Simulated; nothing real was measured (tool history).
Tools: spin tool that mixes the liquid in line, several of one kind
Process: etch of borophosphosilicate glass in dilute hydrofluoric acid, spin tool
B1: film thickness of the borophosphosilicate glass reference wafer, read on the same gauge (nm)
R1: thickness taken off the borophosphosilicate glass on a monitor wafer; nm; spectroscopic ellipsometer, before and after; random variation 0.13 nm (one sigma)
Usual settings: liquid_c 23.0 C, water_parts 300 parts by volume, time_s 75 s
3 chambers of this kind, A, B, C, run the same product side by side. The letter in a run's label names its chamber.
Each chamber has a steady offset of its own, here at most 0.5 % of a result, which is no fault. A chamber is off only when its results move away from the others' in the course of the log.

{"run": "1C", "hour": 2.2, "liquid_c": 23.0, "water_parts": 300, "time_s": 75, "B1": 120.01, "R1": 16.658}
{"run": "2A", "hour": 6.4, "liquid_c": 23.0, "water_parts": 300, "time_s": 75, "B1": 119.99, "R1": 16.416}
{"run": "3B", "hour": 10.0, "liquid_c": 23.0, "water_parts": 300, "time_s": 75, "B1": 120.01, "R1": 16.626}
{"run": "4C", "hour": 14.3, "liquid_c": 23.0, "water_parts": 300, "time_s": 75, "B1": 119.99, "R1": 16.714}
{"run": "5A", "hour": 18.7, "liquid_c": 23.0, "water_parts": 300, "time_s": 75, "B1": 120.02, "R1": 16.239}
{"run": "6B", "hour": 21.6, "liquid_c": 23.0, "water_parts": 300, "time_s": 75, "B1": 120.0, "R1": 16.627}
{"run": "7B", "hour": 25.8, "liquid_c": 23.0, "water_parts": 300, "time_s": 75, "B1": 119.98, "R1": 16.665}
{"run": "8A", "hour": 27.9, "liquid_c": 23.0, "water_parts": 300, "time_s": 75, "B1": 119.99, "R1": 16.423}
{"run": "9C", "hour": 30.5, "liquid_c": 23.0, "water_parts": 300, "time_s": 75, "B1": 120.0, "R1": 16.483}
{"run": "10B", "hour": 32.5, "liquid_c": 27.0, "water_parts": 395, "time_s": 75, "B1": 119.98, "R1": 13.011}
{"run": "11A", "hour": 34.7, "liquid_c": 27.0, "water_parts": 395, "time_s": 75, "B1": 120.01, "R1": 13.067}
{"run": "12C", "hour": 37.3, "liquid_c": 27.0, "water_parts": 395, "time_s": 75, "B1": 119.99, "R1": 13.119}
{"run": "13C", "hour": 41.2, "liquid_c": 23.0, "water_parts": 300, "time_s": 75, "B1": 120.04, "R1": 16.735}
{"run": "14B", "hour": 44.6, "liquid_c": 23.0, "water_parts": 300, "time_s": 75, "B1": 120.02, "R1": 16.626}
{"run": "15A", "hour": 48.1, "liquid_c": 23.0, "water_parts": 300, "time_s": 75, "B1": 120.01, "R1": 16.33}
{"run": "16B", "hour": 50.5, "liquid_c": 23.0, "water_parts": 300, "time_s": 75, "B1": 120.02, "R1": 16.866}
{"run": "17A", "hour": 52.7, "liquid_c": 23.0, "water_parts": 300, "time_s": 75, "B1": 120.0, "R1": 16.205}
{"run": "18C", "hour": 56.7, "liquid_c": 23.0, "water_parts": 300, "time_s": 75, "B1": 120.01, "R1": 16.393}
{"run": "19A", "hour": 60.0, "liquid_c": 23.0, "water_parts": 300, "time_s": 75, "B1": 120.01, "R1": 16.278}
{"run": "20C", "hour": 62.6, "liquid_c": 23.0, "water_parts": 300, "time_s": 75, "B1": 120.01, "R1": 16.342}
{"run": "21B", "hour": 65.5, "liquid_c": 23.0, "water_parts": 300, "time_s": 75, "B1": 120.01, "R1": 16.466}
{"run": "22A", "hour": 68.8, "liquid_c": 23.0, "water_parts": 300, "time_s": 75, "B1": 120.0, "R1": 16.33}
{"run": "23B", "hour": 71.4, "liquid_c": 25.5, "water_parts": 300, "time_s": 50, "B1": 119.99, "R1": 11.924}
{"hour": 72.1, "done": "chamber A: hydrofluoric acid flow meter replaced"}
{"run": "24C", "hour": 75.7, "liquid_c": 25.5, "water_parts": 300, "time_s": 50, "B1": 119.99, "R1": 11.59}
{"run": "25B", "hour": 80.0, "liquid_c": 25.5, "water_parts": 300, "time_s": 50, "B1": 120.01, "R1": 12.103}
{"run": "26C", "hour": 82.2, "liquid_c": 23.0, "water_parts": 300, "time_s": 75, "B1": 119.99, "R1": 15.874}
{"run": "27A", "hour": 84.4, "liquid_c": 23.0, "water_parts": 300, "time_s": 75, "B1": 119.98, "R1": 16.387}
{"run": "28A", "hour": 86.9, "liquid_c": 23.0, "water_parts": 300, "time_s": 75, "B1": 119.99, "R1": 16.85}
{"run": "29C", "hour": 89.4, "liquid_c": 23.0, "water_parts": 300, "time_s": 75, "B1": 120.0, "R1": 15.546}
{"run": "30B", "hour": 91.6, "liquid_c": 23.0, "water_parts": 300, "time_s": 75, "B1": 120.0, "R1": 16.456}
{"run": "31B", "hour": 93.5, "liquid_c": 23.0, "water_parts": 300, "time_s": 75, "B1": 119.98, "R1": 16.726}
{"run": "32C", "hour": 96.4, "liquid_c": 23.0, "water_parts": 300, "time_s": 75, "B1": 120.01, "R1": 15.32}
{"run": "33A", "hour": 99.3, "liquid_c": 23.0, "water_parts": 300, "time_s": 75, "B1": 119.99, "R1": 16.609}
{"run": "34C", "hour": 102.2, "liquid_c": 23.0, "water_parts": 300, "time_s": 75, "B1": 120.01, "R1": 15.315}
{"run": "35B", "hour": 106.3, "liquid_c": 23.0, "water_parts": 300, "time_s": 75, "B1": 120.0, "R1": 16.557}
{"run": "36A", "hour": 110.6, "liquid_c": 23.0, "water_parts": 300, "time_s": 75, "B1": 120.02, "R1": 16.326}
{"run": "37C", "hour": 113.6, "liquid_c": 23.0, "water_parts": 300, "time_s": 75, "B1": 120.0, "R1": 15.215}
{"run": "38A", "hour": 117.0, "liquid_c": 23.0, "water_parts": 300, "time_s": 75, "B1": 120.0, "R1": 16.421}
{"run": "39B", "hour": 119.4, "liquid_c": 23.0, "water_parts": 300, "time_s": 75, "B1": 119.99, "R1": 16.564}
{"run": "40A", "hour": 122.1, "liquid_c": 23.0, "water_parts": 300, "time_s": 75, "B1": 119.99, "R1": 16.497}

What goes on in this fleet: one chamber off, a drifting gauge, or nothing beyond the chambers' own small offsets? Name the chamber and the cause, if any.

Chamber C drifts away from the others.
Cause: hydrofluoric acid flow below the setpoint (%) = 8.34.

Here are 4 candidates for chamber C's next run, each the usual settings with a change, their results left as question marks. Which one brings its results back in line with what the others give on the usual settings?
In line means no further than this from the other chambers' mean on the usual settings: R1 0.470 nm
{"run": "41C-1", "hour": 125.4, "liquid_c": 26.0, "water_parts": 300, "time_s": 75, "R1": "?"}
{"run": "41C-2", "hour": 125.4, "liquid_c": 23.0, "water_parts": 310, "time_s": 70, "R1": "?"}
{"run": "41C-3", "hour": 125.4, "liquid_c": 23.0, "water_parts": 350, "time_s": 75, "R1": "?"}
{"run": "41C-4", "hour": 125.4, "liquid_c": 23.5, "water_parts": 300, "time_s": 90, "R1": "?"}

The other chambers' mean on the usual settings: R1 16.530 nm
run=41C-1 R1=16.450
run=41C-2 R1=13.277
run=41C-3 R1=12.118
run=41C-4 R1=18.125
41C-1 brings the chamber back in line.

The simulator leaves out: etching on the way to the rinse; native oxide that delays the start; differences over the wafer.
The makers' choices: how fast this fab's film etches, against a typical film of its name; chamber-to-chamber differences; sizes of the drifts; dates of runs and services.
